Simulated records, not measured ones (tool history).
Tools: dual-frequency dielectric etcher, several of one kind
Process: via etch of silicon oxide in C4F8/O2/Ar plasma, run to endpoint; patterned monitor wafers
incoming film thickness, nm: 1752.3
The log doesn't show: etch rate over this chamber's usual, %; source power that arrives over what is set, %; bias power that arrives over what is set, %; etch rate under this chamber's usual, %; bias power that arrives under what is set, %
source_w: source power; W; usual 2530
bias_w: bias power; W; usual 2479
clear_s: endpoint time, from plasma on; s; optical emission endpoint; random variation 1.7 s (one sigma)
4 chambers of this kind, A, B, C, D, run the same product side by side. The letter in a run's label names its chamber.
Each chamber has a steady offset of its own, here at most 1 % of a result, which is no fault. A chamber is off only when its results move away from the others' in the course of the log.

run	hour	source_w	bias_w	hours since the last wet clean	hours since the last source power generator calibration	hours since the last bias power generator calibration	clear_s
# hour 2.7: chamber D: wet clean of the chamber
1C	5.8	2530	2479	46.8	683.9	320.0	294.15
2A	11.9	2530	2479	304.1	138.9	2812.7	294.98
3B	15.6	2530	2479	371.2	1083.5	713.0	294.53
4D	19.0	2530	2479	16.4	244.2	1634.4	295.97
# hour 21.0: chamber A: bias power generator calibrated
5B	23.7	2530	1879	379.3	1091.6	721.1	318.53
6C	27.5	2530	1879	68.5	705.6	341.7	319.54
7D	34.6	2530	1879	32.0	259.8	1650.0	321.25
8A	38.6	2530	1879	330.8	165.6	17.6	317.97
9B	45.9	2530	2479	401.5	1113.8	743.3	296.76
10A	52.0	2530	2479	344.2	179.0	31.0	294.80
11D	58.6	2530	2479	56.0	283.8	1674.0	292.90
12C	64.6	2850	2978	105.6	742.7	378.8	264.39
13B	71.5	2850	2978	427.1	1139.4	768.9	264.80
14D	75.4	2850	2978	72.8	300.6	1690.8	266.27
15C	80.1	2850	2978	121.1	758.2	394.3	263.55
16A	85.6	2530	2479	377.8	212.6	64.6	293.76
17A	91.3	2530	2479	383.5	218.3	70.3	292.93
18B	98.9	2530	2479	454.5	1166.8	796.3	298.15
19C	105.2	2530	2479	146.2	783.3	419.4	293.09
20D	110.6	2530	2479	108.0	335.8	1726.0	294.47
21A	115.8	2530	2479	408.0	242.8	94.8	296.54
22B	121.2	2530	2479	476.8	1189.1	818.6	299.04
23D	127.8	2530	2479	125.2	353.0	1743.2	293.45
24C	133.2	2530	2479	174.2	811.3	447.4	290.37
25B	139.4	2530	2479	495.0	1207.3	836.8	297.67
26D	146.1	2530	2479	143.5	371.3	1761.5	293.09
27C	151.5	2530	2479	192.5	829.6	465.7	292.80
28A	155.8	2530	2479	448.0	282.8	134.8	293.36
29A	162.6	2530	2479	454.8	289.6	141.6	294.47
30D	168.6	2530	2479	166.0	393.8	1784.0	298.99
31B	172.7	2530	2479	528.3	1240.6	870.1	295.56
32C	177.7	2530	2479	218.7	855.8	491.9	293.29
33A	184.5	2530	2479	476.7	311.5	163.5	296.11
34C	191.6	1930	2076	232.6	869.7	505.8	344.60
35D	196.4	1930	2076	193.8	421.6	1811.8	346.14
36B	200.1	1930	2076	555.7	1268.0	897.5	347.28

Is one chamber off against the others, does the gauge drift, or is nothing wrong? If a chamber is off, say which, and what the likeliest cause is.

No chamber stands off beyond its own small offset, and the gauge holds steady.
